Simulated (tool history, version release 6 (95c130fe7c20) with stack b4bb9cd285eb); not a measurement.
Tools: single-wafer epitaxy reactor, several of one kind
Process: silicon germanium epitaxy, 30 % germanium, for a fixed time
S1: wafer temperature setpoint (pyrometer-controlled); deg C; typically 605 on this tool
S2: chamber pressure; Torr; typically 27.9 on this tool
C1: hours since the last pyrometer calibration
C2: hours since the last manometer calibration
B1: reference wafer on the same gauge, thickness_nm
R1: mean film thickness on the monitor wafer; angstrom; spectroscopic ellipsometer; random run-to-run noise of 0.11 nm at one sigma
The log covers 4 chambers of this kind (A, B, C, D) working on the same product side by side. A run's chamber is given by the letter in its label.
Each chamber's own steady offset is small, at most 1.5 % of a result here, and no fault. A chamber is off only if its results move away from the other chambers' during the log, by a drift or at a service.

Run 1A, day 0.196: usual settings; C1 362.2; C2 2597.5; B1 67.594. Result: R1 729.21 angstrom.
Run 2C, day 0.521: usual settings; C1 591.1; C2 1237.9; B1 67.633. Result: R1 728.26 angstrom.
Run 3D, day 0.812: usual settings; C1 1119.4; C2 1579.9; B1 67.659. Result: R1 736.94 angstrom.
Run 4B, day 1.088: usual settings; C1 2203.5; C2 2020.2; B1 67.684. Result: R1 731.33 angstrom.
Run 5C, day 1.296: usual settings; C1 609.7; C2 1256.5; B1 67.671. Result: R1 729.18 angstrom.
Run 6A, day 1.462: usual settings but S1 616 deg C, S2 22.8 Torr; C1 392.6; C2 2627.9; B1 67.711. Result: R1 819.46 angstrom.
Run 7D, day 1.788: usual settings but S1 616 deg C, S2 22.8 Torr; C1 1142.8; C2 1603.3; B1 67.717. Result: R1 827.7 angstrom.
Run 8B, day 2.05: usual settings but S1 616 deg C, S2 22.8 Torr; C1 2226.6; C2 2043.3; B1 67.736. Result: R1 821.79 angstrom.
Run 9C, day 2.225: usual settings but S1 616 deg C, S2 22.8 Torr; C1 632; C2 1278.8; B1 67.736. Result: R1 820.66 angstrom.
Run 10A, day 2.529: usual settings; C1 418.2; C2 2653.5; B1 67.749. Result: R1 730.62 angstrom.
Run 11B, day 2.75: usual settings; C1 2243.4; C2 2060.1; B1 67.776. Result: R1 733.79 angstrom.
Run 12D, day 3.083: usual settings; C1 1173.9; C2 1634.4; B1 67.834. Result: R1 738.56 angstrom.
Run 13B, day 3.308: usual settings but S1 595 deg C, S2 30.4 Torr; C1 2256.8; C2 2073.5; B1 67.813. Result: R1 629.43 angstrom.
At day 3.346: chamber A: capacitance manometer re-zeroed and calibrated.
Run 14A, day 3.462: usual settings but S1 595 deg C, S2 30.4 Torr; C1 440.6; C2 2.8; B1 67.816. Result: R1 628.49 angstrom.
Run 15C, day 3.667: usual settings but S1 595 deg C, S2 30.4 Torr; C1 666.6; C2 1313.4; B1 67.867. Result: R1 628.83 angstrom.
Run 16D, day 4.012: usual settings but S1 595 deg C, S2 30.4 Torr; C1 1196.2; C2 1656.7; B1 67.862. Result: R1 639.01 angstrom.
Run 17B, day 4.258: usual settings; C1 2279.6; C2 2096.3; B1 67.875. Result: R1 733.09 angstrom.
Run 18D, day 4.525: usual settings but S1 592 deg C, S2 33.7 Torr; C1 1208.5; C2 1669; B1 67.913. Result: R1 630.44 angstrom.
Run 19C, day 4.7: usual settings but S1 592 deg C, S2 33.7 Torr; C1 691.4; C2 1338.2; B1 67.88. Result: R1 622.55 angstrom.
Run 20A, day 4.892: usual settings but S1 592 deg C, S2 33.7 Torr; C1 474.9; C2 37.1; B1 67.914. Result: R1 619.38 angstrom.
Run 21B, day 5.142: usual settings but S1 592 deg C, S2 33.7 Torr; C1 2300.8; C2 2117.5; B1 67.924. Result: R1 624.04 angstrom.
Run 22C, day 5.425: usual settings; C1 708.8; C2 1355.6; B1 67.969. Result: R1 732.17 angstrom.
Run 23D, day 5.721: usual settings; C1 1237.2; C2 1697.7; B1 67.961. Result: R1 739.83 angstrom.
Run 24A, day 5.938: usual settings; C1 500; C2 62.2; B1 67.987. Result: R1 732.34 angstrom.
Run 25A, day 6.096: usual settings but S1 614 deg C, S2 24.3 Torr; C1 503.8; C2 66; B1 68.005. Result: R1 818.34 angstrom.
Run 26C, day 6.346: usual settings but S1 614 deg C, S2 24.3 Torr; C1 730.9; C2 1377.7; B1 68.036. Result: R1 813.63 angstrom.

One chamber off, gauge drift, or nothing amiss beyond the chambers' own small offsets? If it is a chamber, which one, and what is the likeliest cause?

None of the chambers is off. What moves is the gauge, dragging all their readings along together.
What lies behind it: gauge reads high (%) = 0.646.

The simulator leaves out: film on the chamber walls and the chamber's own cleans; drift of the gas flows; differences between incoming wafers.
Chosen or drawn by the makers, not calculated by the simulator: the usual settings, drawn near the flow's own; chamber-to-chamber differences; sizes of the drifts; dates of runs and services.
